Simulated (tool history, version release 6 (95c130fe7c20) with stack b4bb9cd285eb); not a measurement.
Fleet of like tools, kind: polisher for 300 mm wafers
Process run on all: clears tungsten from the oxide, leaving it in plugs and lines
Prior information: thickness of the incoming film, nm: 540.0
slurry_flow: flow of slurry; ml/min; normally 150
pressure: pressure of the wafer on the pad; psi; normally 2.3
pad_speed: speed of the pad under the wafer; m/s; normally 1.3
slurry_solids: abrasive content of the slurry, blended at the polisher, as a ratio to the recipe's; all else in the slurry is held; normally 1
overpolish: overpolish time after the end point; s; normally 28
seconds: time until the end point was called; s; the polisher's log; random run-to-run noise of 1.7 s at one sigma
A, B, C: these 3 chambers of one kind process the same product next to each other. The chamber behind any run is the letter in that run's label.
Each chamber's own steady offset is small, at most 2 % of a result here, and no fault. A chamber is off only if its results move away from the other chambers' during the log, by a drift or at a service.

-- hour=0.7 chamber B: worn pad replaced by a new one
run 1A hour=4.4 | slurry_flow=150 pressure=2.3 pad_speed=1.3 slurry_solids=1 overpolish=28 | seconds=123.73
run 2B hour=7.6 | slurry_flow=150 pressure=2.3 pad_speed=1.3 slurry_solids=1 overpolish=28 | seconds=120.64
run 3C hour=9.8 | slurry_flow=150 pressure=2.3 pad_speed=1.3 slurry_solids=1 overpolish=28 | seconds=121.64
run 4C hour=13.1 | slurry_flow=150 pressure=2.3 pad_speed=1.3 slurry_solids=1 overpolish=28 | seconds=123.88
-- hour=14.9 chamber C: slurry tank refilled with fresh slurry and peroxide
run 5A hour=17.2 | slurry_flow=150 pressure=2.3 pad_speed=1.3 slurry_solids=1 overpolish=28 | seconds=123.58
run 6B hour=20.2 | slurry_flow=150 pressure=2.3 pad_speed=1.3 slurry_solids=1 overpolish=28 | seconds=119.25
run 7B hour=22.3 | slurry_flow=190 pressure=2.3 pad_speed=1.3 slurry_solids=0.85 overpolish=28 | seconds=123.32
-- hour=22.5 chamber B: slurry blender recalibrated
-- hour=24.1 chamber A: slurry blender recalibrated
run 8A hour=25.9 | slurry_flow=190 pressure=2.3 pad_speed=1.3 slurry_solids=0.85 overpolish=28 | seconds=122.36
run 9C hour=29.9 | slurry_flow=190 pressure=2.3 pad_speed=1.3 slurry_solids=0.85 overpolish=28 | seconds=123.48
run 10B hour=32.2 | slurry_flow=150 pressure=2.3 pad_speed=1.3 slurry_solids=1 overpolish=28 | seconds=120.79
run 11C hour=35.7 | slurry_flow=150 pressure=2.3 pad_speed=1.3 slurry_solids=1 overpolish=28 | seconds=124.27
run 12A hour=39.2 | slurry_flow=150 pressure=2.3 pad_speed=1.46 slurry_solids=0.7 overpolish=28 | seconds=116.24
run 13B hour=43.6 | slurry_flow=150 pressure=2.3 pad_speed=1.46 slurry_solids=0.7 overpolish=28 | seconds=117.14
run 14A hour=47 | slurry_flow=150 pressure=2.3 pad_speed=1.46 slurry_solids=0.7 overpolish=28 | seconds=118.95
run 15C hour=49.7 | slurry_flow=150 pressure=2.3 pad_speed=1.3 slurry_solids=1 overpolish=28 | seconds=124.28
run 16B hour=52.2 | slurry_flow=150 pressure=2.3 pad_speed=1.3 slurry_solids=1 overpolish=28 | seconds=128.58
run 17C hour=56.9 | slurry_flow=150 pressure=2.3 pad_speed=1.3 slurry_solids=1 overpolish=28 | seconds=121.11
run 18A hour=59 | slurry_flow=150 pressure=2.3 pad_speed=1.3 slurry_solids=1 overpolish=28 | seconds=123.43
run 19B hour=61.3 | slurry_flow=150 pressure=2.3 pad_speed=1.3 slurry_solids=1 overpolish=28 | seconds=131.34
-- hour=62.1 chamber A: slurry tank refilled with fresh slurry and peroxide
run 20A hour=64.1 | slurry_flow=150 pressure=2.3 pad_speed=1.3 slurry_solids=1 overpolish=28 | seconds=122.13
run 21C hour=66.5 | slurry_flow=150 pressure=2.3 pad_speed=1.3 slurry_solids=1 overpolish=39 | seconds=125.27
run 22A hour=69.8 | slurry_flow=150 pressure=2.3 pad_speed=1.3 slurry_solids=1 overpolish=39 | seconds=124.4
-- hour=72.2 chamber C: slurry tank refilled with fresh slurry and peroxide
run 23C hour=73.8 | slurry_flow=150 pressure=2.3 pad_speed=1.3 slurry_solids=1 overpolish=39 | seconds=123.06
run 24B hour=76.7 | slurry_flow=150 pressure=2.3 pad_speed=1.3 slurry_solids=1 overpolish=28 | seconds=135.54
run 25A hour=81 | slurry_flow=150 pressure=2.3 pad_speed=1.3 slurry_solids=1 overpolish=28 | seconds=120.6
run 26C hour=84.1 | slurry_flow=150 pressure=2.3 pad_speed=1.3 slurry_solids=1 overpolish=28 | seconds=125.41
run 27B hour=86.9 | slurry_flow=150 pressure=2.3 pad_speed=1.3 slurry_solids=1 overpolish=28 | seconds=139.89
run 28B hour=91.2 | slurry_flow=150 pressure=2.3 pad_speed=1.3 slurry_solids=1 overpolish=28 | seconds=142.07
run 29A hour=94.7 | slurry_flow=180 pressure=2.3 pad_speed=1.3 slurry_solids=1 overpolish=11 | seconds=121.75
run 30C hour=98 | slurry_flow=180 pressure=2.3 pad_speed=1.3 slurry_solids=1 overpolish=11 | seconds=124.33
run 31B hour=102.6 | slurry_flow=180 pressure=2.3 pad_speed=1.3 slurry_solids=1 overpolish=11 | seconds=143.96

For the next run the whole fleet of 3 chambers uses the same settings. Give each chamber's results:
run 32A hour=105.9 | slurry_flow=180 pressure=2.3 pad_speed=1.3 slurry_solids=1 overpolish=28 | seconds=?
run 32B hour=105.9 | slurry_flow=180 pressure=2.3 pad_speed=1.3 slurry_solids=1 overpolish=28 | seconds=?
run 32C hour=105.9 | slurry_flow=180 pressure=2.3 pad_speed=1.3 slurry_solids=1 overpolish=28 | seconds=?

run=32A seconds=121.97
run=32B seconds=143.89
run=32C seconds=120.32
